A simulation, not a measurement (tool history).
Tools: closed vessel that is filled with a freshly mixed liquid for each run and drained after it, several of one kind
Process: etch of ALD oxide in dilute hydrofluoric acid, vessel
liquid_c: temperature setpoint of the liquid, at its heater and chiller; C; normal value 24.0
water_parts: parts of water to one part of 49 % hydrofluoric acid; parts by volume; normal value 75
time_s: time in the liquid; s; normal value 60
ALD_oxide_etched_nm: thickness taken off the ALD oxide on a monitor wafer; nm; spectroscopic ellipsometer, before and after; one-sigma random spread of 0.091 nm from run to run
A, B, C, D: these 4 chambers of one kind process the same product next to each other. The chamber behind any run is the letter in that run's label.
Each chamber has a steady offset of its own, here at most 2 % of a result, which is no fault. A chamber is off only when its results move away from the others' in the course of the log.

| run | hour | liquid_c | water_parts | time_s | hours since the thermometer was replaced | hours since the hydrofluoric acid flow meter was replaced | read-back film thickness of the ALD oxide reference wafer, read on the same gauge (nm) | ALD_oxide_etched_nm |
|---|---|---|---|---|---|---|---|---|
| 1C | 14.3 | 24.0 | 75 | 60 | 987.1 | 534.1 | 80.021 | 14.577 |
| 2D | 25.0 | 24.0 | 75 | 60 | 689.7 | 459.2 | 80.025 | 14.747 |
| 3B | 41.5 | 24.0 | 75 | 60 | 620.4 | 2042.4 | 80.029 | 14.663 |
| 4A | 51.3 | 24.0 | 75 | 60 | 525.5 | 462.7 | 80.019 | 14.702 |
| 5A | 61.7 | 24.0 | 75 | 60 | 535.9 | 473.1 | 80.003 | 14.488 |
| 6C | 71.1 | 24.0 | 75 | 60 | 1043.9 | 590.9 | 79.984 | 14.582 |
| 7D | 80.7 | 24.0 | 75 | 60 | 745.4 | 514.9 | 80.004 | 14.876 |
| 8B | 95.1 | 21.5 | 75 | 90 | 674.0 | 2096.0 | 80.027 | 19.712 |
| 9A | 108.0 | 21.5 | 75 | 90 | 582.2 | 519.4 | 79.995 | 19.762 |
| 10D | 116.0 | 21.5 | 75 | 90 | 780.7 | 550.2 | 79.971 | 20.125 |
| 11C | 130.0 | 21.5 | 75 | 90 | 1102.8 | 649.8 | 79.994 | 19.929 |
|  | 141.6 | chamber B: hydrofluoric acid flow meter replaced |
| 12B | 142.3 | 24.0 | 75 | 60 | 721.2 | 0.8 | 80.000 | 14.601 |
| 13A | 150.9 | 24.0 | 75 | 60 | 625.1 | 562.3 | 80.025 | 14.576 |
| 14B | 165.4 | 24.0 | 75 | 60 | 744.3 | 23.9 | 79.992 | 14.672 |
| 15D | 180.3 | 24.0 | 75 | 60 | 845.0 | 614.5 | 79.991 | 14.771 |
|  | 189.3 | chamber D: thermometer replaced |
| 16C | 194.4 | 19.5 | 75 | 90 | 1167.2 | 714.2 | 79.989 | 18.221 |
| 17B | 208.0 | 19.5 | 75 | 90 | 786.9 | 66.5 | 79.991 | 18.294 |
|  | 216.3 | chamber C: thermometer replaced |
| 18D | 216.7 | 19.5 | 75 | 90 | 27.5 | 650.9 | 79.993 | 18.416 |
| 19C | 226.9 | 19.5 | 75 | 90 | 10.7 | 746.7 | 80.012 | 18.348 |
| 20A | 242.5 | 24.0 | 75 | 60 | 716.7 | 653.9 | 80.026 | 14.504 |
| 21D | 257.4 | 24.0 | 75 | 60 | 68.2 | 691.6 | 80.032 | 14.846 |
| 22B | 264.6 | 24.0 | 90 | 60 | 843.5 | 123.1 | 80.001 | 11.866 |
| 23A | 273.2 | 24.0 | 90 | 60 | 747.4 | 684.6 | 80.003 | 11.706 |
| 24C | 287.0 | 24.0 | 90 | 60 | 70.8 | 806.8 | 79.967 | 11.903 |
|  | 289.3 | chamber C: hydrofluoric acid flow meter replaced |
| 25D | 302.9 | 24.0 | 90 | 60 | 113.7 | 737.1 | 79.978 | 12.170 |
| 26C | 314.8 | 24.0 | 75 | 60 | 98.6 | 25.6 | 79.999 | 14.826 |
| 27A | 327.3 | 24.0 | 75 | 60 | 801.5 | 738.7 | 80.032 | 14.268 |
| 28B | 340.1 | 24.0 | 75 | 60 | 919.0 | 198.6 | 80.010 | 14.425 |

Next, every chamber runs the same settings. What will each give?
| 29A | 351.9 | 19.5 | 75 | 60 |  |  |  | ? |
| 29B | 351.9 | 19.5 | 75 | 60 |  |  |  | ? |
| 29C | 351.9 | 19.5 | 75 | 60 |  |  |  | ? |
| 29D | 351.9 | 19.5 | 75 | 60 |  |  |  | ? |

| run | ALD_oxide_etched_nm |
|---|---|
| 29A | 11.675 |
| 29B | 12.201 |
| 29C | 12.021 |
| 29D | 12.276 |

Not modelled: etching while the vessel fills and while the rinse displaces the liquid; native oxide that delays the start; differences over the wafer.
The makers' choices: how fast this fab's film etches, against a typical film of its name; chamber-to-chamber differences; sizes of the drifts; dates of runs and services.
